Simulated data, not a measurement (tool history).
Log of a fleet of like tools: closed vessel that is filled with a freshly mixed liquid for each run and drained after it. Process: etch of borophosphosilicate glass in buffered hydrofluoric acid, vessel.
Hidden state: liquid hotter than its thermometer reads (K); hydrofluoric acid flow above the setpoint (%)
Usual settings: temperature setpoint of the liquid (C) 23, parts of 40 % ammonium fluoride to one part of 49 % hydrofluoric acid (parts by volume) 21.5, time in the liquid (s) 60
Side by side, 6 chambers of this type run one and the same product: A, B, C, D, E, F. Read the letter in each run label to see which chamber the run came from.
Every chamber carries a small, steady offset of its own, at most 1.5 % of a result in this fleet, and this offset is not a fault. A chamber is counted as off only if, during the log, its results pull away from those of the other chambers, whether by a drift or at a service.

run	hour	temperature setpoint of the liquid (C)	parts of 40 % ammonium fluoride to one part of 49 % hydrofluoric acid (parts by volume)	time in the liquid (s)	hours since the thermometer was replaced	hours since the hydrofluoric acid flow meter was replaced	read-back film thickness of the borophosphosilicate glass reference wafer, read on the same gauge (nm)	thickness taken off the borophosphosilicate glass on a monitor wafer (nm)
1A	7.3	23	21.5	60	426.3	745.4	130.05	64.416
2E	14.3	23	21.5	60	1027.4	170.8	130.00	65.218
3B	21.0	23	21.5	60	776.1	1003.7	129.97	64.984
4D	29.2	23	21.5	60	473.4	371.8	130.00	63.805
5F	33.8	23	21.5	60	772.9	204.7	130.02	65.038
6C	38.3	23	21.5	60	802.7	511.9	130.00	65.580
7B	45.8	23	21.5	60	800.9	1028.5	130.00	65.207
8D	53.9	23	21.5	60	498.1	396.5	130.03	65.159
9A	58.3	23	21.5	60	477.3	796.4	129.99	64.475
10C	63.3	23	21.5	60	827.7	536.9	130.02	64.623
# hour 64.7: chamber F: thermometer replaced
11F	70.5	23	21.5	60	5.9	241.4	130.00	64.070
12E	78.5	23	21.5	60	1091.6	235.0	129.98	65.960
13B	85.5	23	21.5	60	840.6	1068.2	129.97	64.016
14A	90.3	23	21.5	60	509.3	828.4	130.06	64.518
15C	95.0	23	21.5	60	859.4	568.6	129.98	66.479
16E	103.2	23	21.5	60	1116.3	259.7	130.05	65.800
17D	108.5	23	21.5	60	552.7	451.1	130.01	64.755
18F	113.4	23	21.5	60	48.8	284.3	130.03	65.120
19C	118.6	23	21.5	60	883.0	592.2	129.99	66.700
20D	123.9	26	21.5	60	568.1	466.5	130.00	76.570
# hour 124.3: chamber A: thermometer replaced
21A	131.3	26	21.5	60	7.1	869.4	129.98	75.916
22F	138.3	26	21.5	60	73.7	309.2	130.03	76.698
23B	145.6	26	21.5	60	900.7	1128.3	129.95	77.139
24E	151.4	26	21.5	60	1164.5	307.9	130.02	78.909
25E	157.8	26	21.5	60	1170.9	314.3	129.99	77.445
26F	164.8	23	21.5	60	100.2	335.7	130.03	64.738
27D	169.0	23	21.5	60	613.2	511.6	130.00	65.458
28B	173.0	23	21.5	60	928.1	1155.7	129.99	64.846
29C	180.8	23	21.5	60	945.2	654.4	130.00	67.434
30A	186.7	23	21.5	60	62.5	924.8	130.00	64.914
31E	194.9	23	21.5	60	1208.0	351.4	129.94	67.081
32D	199.6	23	21.5	60	643.8	542.2	130.01	63.755
# hour 202.0: chamber D: thermometer replaced
33A	208.6	23	21.5	60	84.4	946.7	129.93	64.936
34B	213.9	23	21.5	75	969.0	1196.6	129.98	82.481
35F	219.4	23	21.5	75	154.8	390.3	130.00	80.801
36C	228.6	23	21.5	75	993.0	702.2	129.99	85.395
37F	237.8	23	21.5	75	173.2	408.7	129.97	79.652
38D	244.0	23	21.5	75	42.0	586.6	129.98	81.409
39B	253.3	23	21.5	75	1008.4	1236.0	129.99	81.981
40C	260.7	23	21.5	60	1025.1	734.3	129.98	69.095
41E	264.8	23	21.5	60	1277.9	421.3	130.03	65.631
42A	272.2	25	21.5	60	148.0	1010.3	130.04	72.496
43C	280.1	25	21.5	60	1044.5	753.7	130.00	77.807

Has any chamber moved away from the others, gradually or after a service, or does the common gauge drift, or do the chambers differ only by their own small steady offsets? State the chamber and the most likely cause if one applies.

Little by little, chamber C moves away from the other chambers.
Likeliest cause: liquid hotter than its thermometer reads (K) = 1.46.
Not necessarily distinguishable in this log from: hydrofluoric acid flow above the setpoint (%).

Chamber C could run next with any of the 4 candidate recipes listed below; each alters the usual settings, and their results appear as question marks. Which one brings its results back in line with what the other chambers deliver on the usual settings?
A result is in line if it is within this distance of the other chambers' mean on the usual settings: thickness taken off the borophosphosilicate glass on a monitor wafer (nm) 1.600
44C-1	286.7	23.0	22.5	60				?
44C-2	286.7	23.5	20.0	60				?
44C-3	286.7	23.5	21.5	60				?
44C-4	286.7	23.0	24.0	60				?

Other chambers, usual settings, mean: thickness taken off the borophosphosilicate glass on a monitor wafer (nm) 65.091
run	thickness taken off the borophosphosilicate glass on a monitor wafer (nm)
44C-1	67.412
44C-2	75.029
44C-3	71.433
44C-4	64.513
44C-4 puts the chamber back in line with the other chambers.
